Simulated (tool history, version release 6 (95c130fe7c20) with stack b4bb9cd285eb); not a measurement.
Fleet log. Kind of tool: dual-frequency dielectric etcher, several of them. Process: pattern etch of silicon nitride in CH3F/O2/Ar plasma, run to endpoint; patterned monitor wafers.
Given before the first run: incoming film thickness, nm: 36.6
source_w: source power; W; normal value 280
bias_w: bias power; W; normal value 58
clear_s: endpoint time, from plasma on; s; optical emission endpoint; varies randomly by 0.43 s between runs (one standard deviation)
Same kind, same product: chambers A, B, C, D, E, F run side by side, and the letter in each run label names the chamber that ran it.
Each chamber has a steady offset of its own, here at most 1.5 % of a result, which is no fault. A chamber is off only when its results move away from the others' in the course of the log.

Run 1A, hour 6.4: usual settings. Result: clear_s 65.783 s.
At hour 10.2: chamber B: source power generator calibrated.
Run 2C, hour 12.6: usual settings. Result: clear_s 64.787 s.
Run 3B, hour 17.7: usual settings. Result: clear_s 64.716 s.
Run 4D, hour 22: usual settings. Result: clear_s 65.927 s.
Run 5E, hour 28.6: usual settings. Result: clear_s 65.279 s.
Run 6F, hour 34.1: usual settings. Result: clear_s 66.26 s.
At hour 36.8: chamber A: wet clean of the chamber.
Run 7A, hour 40.3: usual settings. Result: clear_s 66.107 s.
Run 8B, hour 46: usual settings. Result: clear_s 65.152 s.
Run 9F, hour 54.2: usual settings. Result: clear_s 65.331 s.
Run 10C, hour 58.7: usual settings. Result: clear_s 64.492 s.
Run 11D, hour 62.7: usual settings. Result: clear_s 65.093 s.
At hour 65.5: chamber F: wet clean of the chamber.
Run 12E, hour 69: usual settings. Result: clear_s 65.228 s.
Run 13C, hour 75.1: usual settings. Result: clear_s 64.408 s.
Run 14A, hour 79.3: usual settings. Result: clear_s 65.755 s.
Run 15D, hour 85.1: usual settings but source_w 330 W, bias_w 48 W. Result: clear_s 66.045 s.
Run 16F, hour 88.9: usual settings but source_w 330 W, bias_w 48 W. Result: clear_s 65.869 s.
Run 17E, hour 97.1: usual settings but source_w 330 W, bias_w 48 W. Result: clear_s 65.294 s.
At hour 101: chamber D: wet clean of the chamber.
Run 18B, hour 102.9: usual settings but source_w 330 W, bias_w 48 W. Result: clear_s 63.733 s.
Run 19F, hour 109.2: usual settings but source_w 330 W, bias_w 48 W. Result: clear_s 65.289 s.
Run 20A, hour 117.4: usual settings but source_w 330 W, bias_w 48 W. Result: clear_s 66.118 s.
Run 21E, hour 123.2: usual settings. Result: clear_s 65.751 s.
Run 22C, hour 127.7: usual settings. Result: clear_s 65.1 s.
Run 23D, hour 135.4: usual settings. Result: clear_s 65.712 s.
Run 24B, hour 143: usual settings. Result: clear_s 64.523 s.
Run 25F, hour 147.1: usual settings. Result: clear_s 65.848 s.
Run 26A, hour 154.7: usual settings. Result: clear_s 66.705 s.
Run 27D, hour 163: usual settings. Result: clear_s 65.844 s.
Run 28E, hour 169: usual settings but source_w 300 W, bias_w 64 W. Result: clear_s 61.939 s.
Run 29C, hour 172.9: usual settings but source_w 300 W, bias_w 64 W. Result: clear_s 60.62 s.
Run 30B, hour 177.6: usual settings but source_w 300 W, bias_w 64 W. Result: clear_s 60.961 s.
Run 31E, hour 186.2: usual settings but source_w 300 W, bias_w 64 W. Result: clear_s 61.2 s.
Run 32F, hour 191.4: usual settings but source_w 300 W, bias_w 64 W. Result: clear_s 62.388 s.
Run 33D, hour 196.2: usual settings but source_w 300 W, bias_w 64 W. Result: clear_s 62.303 s.
Run 34B, hour 203.8: usual settings. Result: clear_s 64.545 s.
Run 35C, hour 211.1: usual settings. Result: clear_s 64.712 s.
Run 36A, hour 215.8: usual settings but source_w 220 W. Result: clear_s 72.22 s.
Run 37C, hour 220.7: usual settings but source_w 220 W. Result: clear_s 70.445 s.
Run 38D, hour 227.5: usual settings but source_w 220 W. Result: clear_s 72.042 s.

Next, all 6 chambers run the settings below, one line each with question marks for the results. What does each chamber give?
Run 39A, hour 233.9: usual settings. Result: clear_s ?.
Run 39B, hour 233.9: usual settings. Result: clear_s ?.
Run 39C, hour 233.9: usual settings. Result: clear_s ?.
Run 39D, hour 233.9: usual settings. Result: clear_s ?.
Run 39E, hour 233.9: usual settings. Result: clear_s ?.
Run 39F, hour 233.9: usual settings. Result: clear_s ?.

run  clear_s
39A   66.967
39B   64.408
39C   64.188
39D     65.4
39E   65.262
39F   65.745
